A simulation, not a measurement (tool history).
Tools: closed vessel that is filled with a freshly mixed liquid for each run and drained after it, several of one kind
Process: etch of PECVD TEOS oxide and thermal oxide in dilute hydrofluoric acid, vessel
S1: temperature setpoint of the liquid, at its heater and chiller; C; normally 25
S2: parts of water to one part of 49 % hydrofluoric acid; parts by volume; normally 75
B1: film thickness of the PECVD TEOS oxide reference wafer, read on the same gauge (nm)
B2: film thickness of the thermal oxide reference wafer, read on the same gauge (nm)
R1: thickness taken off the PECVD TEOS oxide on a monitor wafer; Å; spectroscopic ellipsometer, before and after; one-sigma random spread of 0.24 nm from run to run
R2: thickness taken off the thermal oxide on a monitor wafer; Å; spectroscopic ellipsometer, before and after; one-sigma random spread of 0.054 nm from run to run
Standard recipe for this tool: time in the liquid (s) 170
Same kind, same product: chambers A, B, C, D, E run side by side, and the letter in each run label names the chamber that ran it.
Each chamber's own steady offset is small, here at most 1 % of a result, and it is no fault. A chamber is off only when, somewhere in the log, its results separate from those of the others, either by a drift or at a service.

{"run": "1B", "day": 0.325, "S1": 25, "S2": 75, "time in the liquid (s)": 170, "B1": 110.01, "B2": 109.99, "R1": 339.04, "R2": 113.89}
{"run": "2C", "day": 0.667, "S1": 25, "S2": 75, "time in the liquid (s)": 170, "B1": 110, "B2": 110.01, "R1": 343.33, "R2": 113.32}
{"run": "3D", "day": 1.225, "S1": 25, "S2": 75, "time in the liquid (s)": 170, "B1": 110.01, "B2": 110.02, "R1": 336.85, "R2": 112.48}
{"run": "4A", "day": 1.775, "S1": 25, "S2": 75, "time in the liquid (s)": 170, "B1": 109.99, "B2": 110.01, "R1": 344.61, "R2": 111.75}
{"run": "5E", "day": 2.062, "S1": 25, "S2": 75, "time in the liquid (s)": 170, "B1": 109.99, "B2": 110.05, "R1": 341.98, "R2": 112.05}
{"run": "6A", "day": 2.617, "S1": 25, "S2": 100, "time in the liquid (s)": 170, "B1": 110, "B2": 110.01, "R1": 245.92, "R2": 82.595}
{"run": "7B", "day": 2.883, "S1": 25, "S2": 100, "time in the liquid (s)": 170, "B1": 109.99, "B2": 109.98, "R1": 247.83, "R2": 82.393}
{"run": "8D", "day": 3.179, "S1": 25, "S2": 100, "time in the liquid (s)": 170, "B1": 109.98, "B2": 109.97, "R1": 246.48, "R2": 82.072}
{"run": "9C", "day": 3.6, "S1": 25, "S2": 100, "time in the liquid (s)": 170, "B1": 110.02, "B2": 109.98, "R1": 248.37, "R2": 82.514}
{"run": "10E", "day": 3.862, "S1": 25, "S2": 100, "time in the liquid (s)": 170, "B1": 110.01, "B2": 109.99, "R1": 249.17, "R2": 81.741}
{"run": "11A", "day": 4.129, "S1": 25, "S2": 75, "time in the liquid (s)": 170, "B1": 109.99, "B2": 110.01, "R1": 345.04, "R2": 112.43}
{"run": "12B", "day": 4.383, "S1": 25, "S2": 75, "time in the liquid (s)": 170, "B1": 110, "B2": 110.03, "R1": 334.2, "R2": 113.52}
{"run": "13D", "day": 4.704, "S1": 25, "S2": 75, "time in the liquid (s)": 170, "B1": 110.01, "B2": 109.98, "R1": 344.7, "R2": 112.48}
{"run": "14C", "day": 4.975, "S1": 25, "S2": 75, "time in the liquid (s)": 170, "B1": 110, "B2": 110.03, "R1": 344.98, "R2": 112.68}
{"run": "15E", "day": 5.3, "S1": 25, "S2": 75, "time in the liquid (s)": 170, "B1": 110.01, "B2": 110.02, "R1": 342.78, "R2": 112.84}
{"run": "16E", "day": 5.679, "S1": 28, "S2": 75, "time in the liquid (s)": 170, "B1": 109.99, "B2": 109.99, "R1": 388.6, "R2": 128.54}
{"run": "17D", "day": 6.025, "S1": 28, "S2": 75, "time in the liquid (s)": 170, "B1": 110.01, "B2": 110.01, "R1": 382.46, "R2": 128.02}
{"run": "18B", "day": 6.471, "S1": 28, "S2": 75, "time in the liquid (s)": 170, "B1": 109.98, "B2": 109.98, "R1": 386.31, "R2": 127.85}
{"day": 6.629, "done": "chamber B: thermometer replaced"}
{"run": "19A", "day": 6.888, "S1": 28, "S2": 75, "time in the liquid (s)": 170, "B1": 110, "B2": 110, "R1": 381.33, "R2": 126.94}
{"run": "20C", "day": 7.358, "S1": 28, "S2": 75, "time in the liquid (s)": 170, "B1": 110.01, "B2": 110, "R1": 379.19, "R2": 127.86}
{"run": "21E", "day": 7.775, "S1": 25, "S2": 75, "time in the liquid (s)": 170, "B1": 110, "B2": 109.98, "R1": 343.81, "R2": 113.31}
{"run": "22C", "day": 8.038, "S1": 25, "S2": 75, "time in the liquid (s)": 170, "B1": 109.99, "B2": 110, "R1": 337.93, "R2": 113.01}
{"run": "23D", "day": 8.325, "S1": 25, "S2": 75, "time in the liquid (s)": 170, "B1": 110, "B2": 110.01, "R1": 336.23, "R2": 112.84}
{"run": "24B", "day": 8.738, "S1": 25, "S2": 75, "time in the liquid (s)": 170, "B1": 109.99, "B2": 110.03, "R1": 345.3, "R2": 114.17}
{"run": "25A", "day": 8.988, "S1": 25, "S2": 75, "time in the liquid (s)": 170, "B1": 110.01, "B2": 110.03, "R1": 340.4, "R2": 112.09}
{"run": "26C", "day": 9.512, "S1": 25, "S2": 75, "time in the liquid (s)": 170, "B1": 109.98, "B2": 110.01, "R1": 342.06, "R2": 112.65}
{"run": "27D", "day": 9.946, "S1": 25, "S2": 75, "time in the liquid (s)": 170, "B1": 109.99, "B2": 109.98, "R1": 333, "R2": 112.89}
{"run": "28B", "day": 10.279, "S1": 25, "S2": 75, "time in the liquid (s)": 170, "B1": 110, "B2": 110.02, "R1": 338.93, "R2": 113.84}
{"run": "29E", "day": 10.538, "S1": 22.5, "S2": 75, "time in the liquid (s)": 100, "B1": 110.01, "B2": 110, "R1": 183.63, "R2": 60.292}
{"day": 10.925, "done": "chamber B: hydrofluoric acid flow meter replaced"}
{"run": "30A", "day": 11.012, "S1": 22.5, "S2": 75, "time in the liquid (s)": 100, "B1": 109.99, "B2": 109.99, "R1": 177.52, "R2": 59.515}
{"run": "31C", "day": 11.558, "S1": 22.5, "S2": 75, "time in the liquid (s)": 100, "B1": 110.02, "B2": 110.05, "R1": 180.8, "R2": 59.994}
{"run": "32D", "day": 12.004, "S1": 22.5, "S2": 75, "time in the liquid (s)": 100, "B1": 110.03, "B2": 110.01, "R1": 181.75, "R2": 59.733}
{"run": "33E", "day": 12.55, "S1": 22.5, "S2": 75, "time in the liquid (s)": 100, "B1": 110.02, "B2": 110, "R1": 181.63, "R2": 59.841}
{"run": "34B", "day": 12.838, "S1": 25, "S2": 75, "time in the liquid (s)": 170, "B1": 110.02, "B2": 110.01, "R1": 346.15, "R2": 114.22}
{"run": "35A", "day": 13.283, "S1": 25, "S2": 75, "time in the liquid (s)": 170, "B1": 110, "B2": 109.99, "R1": 344.45, "R2": 113.2}
{"run": "36D", "day": 13.833, "S1": 25, "S2": 75, "time in the liquid (s)": 170, "B1": 109.99, "B2": 109.98, "R1": 333.83, "R2": 113.99}
{"run": "37C", "day": 14.221, "S1": 25, "S2": 75, "time in the liquid (s)": 170, "B1": 109.99, "B2": 110, "R1": 342.05, "R2": 112.72}
{"run": "38E", "day": 14.517, "S1": 25, "S2": 75, "time in the liquid (s)": 170, "B1": 109.99, "B2": 109.99, "R1": 338.89, "R2": 114.24}
{"run": "39B", "day": 14.867, "S1": 21, "S2": 110, "time in the liquid (s)": 170, "B1": 109.99, "B2": 110.02, "R1": 187.89, "R2": 63.089}
{"run": "40A", "day": 15.275, "S1": 21, "S2": 110, "time in the liquid (s)": 170, "B1": 110.01, "B2": 110.01, "R1": 190.04, "R2": 62.322}
{"run": "41B", "day": 15.762, "S1": 21, "S2": 110, "time in the liquid (s)": 170, "B1": 109.98, "B2": 110.01, "R1": 188.31, "R2": 63.362}
{"run": "42E", "day": 16.154, "S1": 21, "S2": 110, "time in the liquid (s)": 170, "B1": 110.03, "B2": 110.02, "R1": 192.05, "R2": 62.817}
{"run": "43D", "day": 16.421, "S1": 21, "S2": 110, "time in the liquid (s)": 170, "B1": 109.99, "B2": 110, "R1": 189.41, "R2": 63.566}

For the next run the whole fleet of 5 chambers uses the same settings. Give each chamber's results:
{"run": "44A", "day": 16.825, "S1": 21, "S2": 75, "time in the liquid (s)": 170, "R1": "?", "R2": "?"}
{"run": "44B", "day": 16.825, "S1": 21, "S2": 75, "time in the liquid (s)": 170, "R1": "?", "R2": "?"}
{"run": "44C", "day": 16.825, "S1": 21, "S2": 75, "time in the liquid (s)": 170, "R1": "?", "R2": "?"}
{"run": "44D", "day": 16.825, "S1": 21, "S2": 75, "time in the liquid (s)": 170, "R1": "?", "R2": "?"}
{"run": "44E", "day": 16.825, "S1": 21, "S2": 75, "time in the liquid (s)": 170, "R1": "?", "R2": "?"}

run=44A R1=290.25 R2=95.591
run=44B R1=284.64 R2=96.344
run=44C R1=289.12 R2=95.757
run=44D R1=284.39 R2=96.372
run=44E R1=292.19 R2=96.25

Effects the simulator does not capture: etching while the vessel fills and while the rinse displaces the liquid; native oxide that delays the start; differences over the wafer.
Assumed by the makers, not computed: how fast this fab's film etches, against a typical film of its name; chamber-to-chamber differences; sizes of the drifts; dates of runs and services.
